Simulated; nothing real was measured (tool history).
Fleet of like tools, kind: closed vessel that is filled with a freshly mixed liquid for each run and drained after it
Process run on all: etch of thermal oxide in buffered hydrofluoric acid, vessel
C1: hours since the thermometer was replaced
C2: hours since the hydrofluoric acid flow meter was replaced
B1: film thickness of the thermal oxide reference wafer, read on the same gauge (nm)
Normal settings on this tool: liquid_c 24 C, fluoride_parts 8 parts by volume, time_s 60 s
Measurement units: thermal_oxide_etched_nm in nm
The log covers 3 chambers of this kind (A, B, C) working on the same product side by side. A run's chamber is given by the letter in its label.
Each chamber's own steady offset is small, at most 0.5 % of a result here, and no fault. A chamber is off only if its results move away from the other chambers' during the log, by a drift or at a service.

Run 1A, day 0.362: usual settings; C1 528.8; C2 1691; B1 49.986. Result: thermal_oxide_etched_nm 85.349 nm.
Run 2C, day 0.65: usual settings; C1 1124.9; C2 836; B1 50.022. Result: thermal_oxide_etched_nm 85.126 nm.
Run 3B, day 1.179: usual settings; C1 368; C2 1586.2; B1 49.997. Result: thermal_oxide_etched_nm 86.592 nm.
At day 1.242: chamber B: hydrofluoric acid flow meter replaced.
Run 4B, day 1.7: usual settings; C1 380.5; C2 11.1; B1 50.014. Result: thermal_oxide_etched_nm 85.582 nm.
At day 1.896: chamber C: hydrofluoric acid flow meter replaced.
Run 5C, day 2.288: usual settings; C1 1164.2; C2 9.4; B1 49.979. Result: thermal_oxide_etched_nm 85.196 nm.
Run 6A, day 2.558: usual settings; C1 581.5; C2 1743.7; B1 50. Result: thermal_oxide_etched_nm 85.131 nm.
Run 7A, day 2.842: usual settings; C1 588.3; C2 1750.5; B1 50.003. Result: thermal_oxide_etched_nm 85.489 nm.
Run 8B, day 3.196: usual settings; C1 416.4; C2 47; B1 49.999. Result: thermal_oxide_etched_nm 86 nm.
At day 3.396: chamber A: thermometer replaced.
Run 9C, day 3.646: usual settings; C1 1196.8; C2 42; B1 49.98. Result: thermal_oxide_etched_nm 84.617 nm.
Run 10B, day 4.171: usual settings; C1 439.8; C2 70.4; B1 50.006. Result: thermal_oxide_etched_nm 85.23 nm.
Run 11C, day 4.754: usual settings; C1 1223.4; C2 68.6; B1 50.007. Result: thermal_oxide_etched_nm 84.985 nm.
Run 12A, day 5.121: usual settings; C1 41.5; C2 1805.2; B1 49.989. Result: thermal_oxide_etched_nm 85.218 nm.
Run 13C, day 5.479: usual settings; C1 1240.8; C2 86; B1 50.002. Result: thermal_oxide_etched_nm 85.667 nm.
Run 14A, day 5.775: usual settings; C1 57.2; C2 1820.9; B1 49.993. Result: thermal_oxide_etched_nm 85.772 nm.
Run 15B, day 6.142: usual settings; C1 487.1; C2 117.7; B1 50.025. Result: thermal_oxide_etched_nm 86.022 nm.
Run 16A, day 6.712: usual settings; C1 79.7; C2 1843.4; B1 50.008. Result: thermal_oxide_etched_nm 85.858 nm.
Run 17C, day 7.25: usual settings; C1 1283.3; C2 128.5; B1 49.985. Result: thermal_oxide_etched_nm 84.976 nm.
Run 18B, day 7.712: usual settings; C1 524.8; C2 155.4; B1 50.008. Result: thermal_oxide_etched_nm 85.358 nm.
Run 19C, day 8.167: usual settings but time_s 30 s; C1 1305.3; C2 150.5; B1 49.98. Result: thermal_oxide_etched_nm 42.546 nm.
Run 20A, day 8.683: usual settings but time_s 30 s; C1 127; C2 1890.7; B1 49.97. Result: thermal_oxide_etched_nm 42.885 nm.
Run 21B, day 9.133: usual settings but time_s 30 s; C1 558.9; C2 189.5; B1 49.978. Result: thermal_oxide_etched_nm 42.694 nm.
Run 22B, day 9.65: usual settings but fluoride_parts 6.5 parts by volume; C1 571.3; C2 201.9; B1 49.995. Result: thermal_oxide_etched_nm 106.01 nm.
Run 23A, day 10.196: usual settings but fluoride_parts 6.5 parts by volume; C1 163.3; C2 1927; B1 50.002. Result: thermal_oxide_etched_nm 106 nm.
Run 24C, day 10.567: usual settings but fluoride_parts 6.5 parts by volume; C1 1362.9; C2 208.1; B1 50. Result: thermal_oxide_etched_nm 105.36 nm.
Run 25B, day 11.033: usual settings; C1 604.5; C2 235.1; B1 50.006. Result: thermal_oxide_etched_nm 85.713 nm.
Run 26A, day 11.579: usual settings; C1 196.5; C2 1960.2; B1 50.02. Result: thermal_oxide_etched_nm 84.824 nm.
Run 27C, day 12.121: usual settings but liquid_c 21.5 C; C1 1400.2; C2 245.4; B1 50.04. Result: thermal_oxide_etched_nm 74.15 nm.
Run 28A, day 12.642: usual settings but liquid_c 21.5 C; C1 222; C2 1985.7; B1 49.999. Result: thermal_oxide_etched_nm 74.189 nm.
Run 29C, day 12.996: usual settings but liquid_c 21.5 C; C1 1421.2; C2 266.4; B1 50.009. Result: thermal_oxide_etched_nm 74.045 nm.
Run 30B, day 13.433: usual settings; C1 662.1; C2 292.7; B1 50.006. Result: thermal_oxide_etched_nm 86.11 nm.
Run 31A, day 13.988: usual settings; C1 254.3; C2 2018; B1 49.988. Result: thermal_oxide_etched_nm 85.231 nm.
Run 32B, day 14.508: usual settings; C1 687.9; C2 318.5; B1 50.02. Result: thermal_oxide_etched_nm 85.314 nm.
Run 33C, day 14.862: usual settings but fluoride_parts 10.5 parts by volume, time_s 30 s; C1 1466; C2 311.2; B1 50.008. Result: thermal_oxide_etched_nm 33.538 nm.
Run 34B, day 15.183: usual settings but fluoride_parts 10.5 parts by volume, time_s 30 s; C1 704.1; C2 334.7; B1 50.009. Result: thermal_oxide_etched_nm 33.633 nm.
Run 35A, day 15.788: usual settings but fluoride_parts 10.5 parts by volume, time_s 30 s; C1 297.5; C2 2061.2; B1 49.979. Result: thermal_oxide_etched_nm 33.456 nm.
Run 36C, day 16.188: usual settings; C1 1497.8; C2 343; B1 49.976. Result: thermal_oxide_etched_nm 85.138 nm.
Run 37B, day 16.529: usual settings; C1 736.4; C2 367; B1 49.991. Result: thermal_oxide_etched_nm 85.01 nm.
Run 38A, day 16.896: usual settings; C1 324.1; C2 2087.8; B1 49.98. Result: thermal_oxide_etched_nm 84.819 nm.
Run 39C, day 17.362: usual settings; C1 1526; C2 371.2; B1 50.015. Result: thermal_oxide_etched_nm 85.538 nm.
Run 40C, day 17.738: usual settings but liquid_c 26 C, time_s 90 s; C1 1535; C2 380.2; B1 49.979. Result: thermal_oxide_etched_nm 143.17 nm.
Run 41A, day 18.262: usual settings but liquid_c 26 C, time_s 90 s; C1 356.9; C2 2120.6; B1 50.016. Result: thermal_oxide_etched_nm 143.42 nm.

Next, all 3 chambers run the settings below, one line each with question marks for the results. What does each chamber give?
Run 42A, day 18.708: usual settings but time_s 30 s. Result: thermal_oxide_etched_nm ?.
Run 42B, day 18.708: usual settings but time_s 30 s. Result: thermal_oxide_etched_nm ?.
Run 42C, day 18.708: usual settings but time_s 30 s. Result: thermal_oxide_etched_nm ?.

run  thermal_oxide_etched_nm
42A                   42.868
42B                   42.969
42C                   42.637

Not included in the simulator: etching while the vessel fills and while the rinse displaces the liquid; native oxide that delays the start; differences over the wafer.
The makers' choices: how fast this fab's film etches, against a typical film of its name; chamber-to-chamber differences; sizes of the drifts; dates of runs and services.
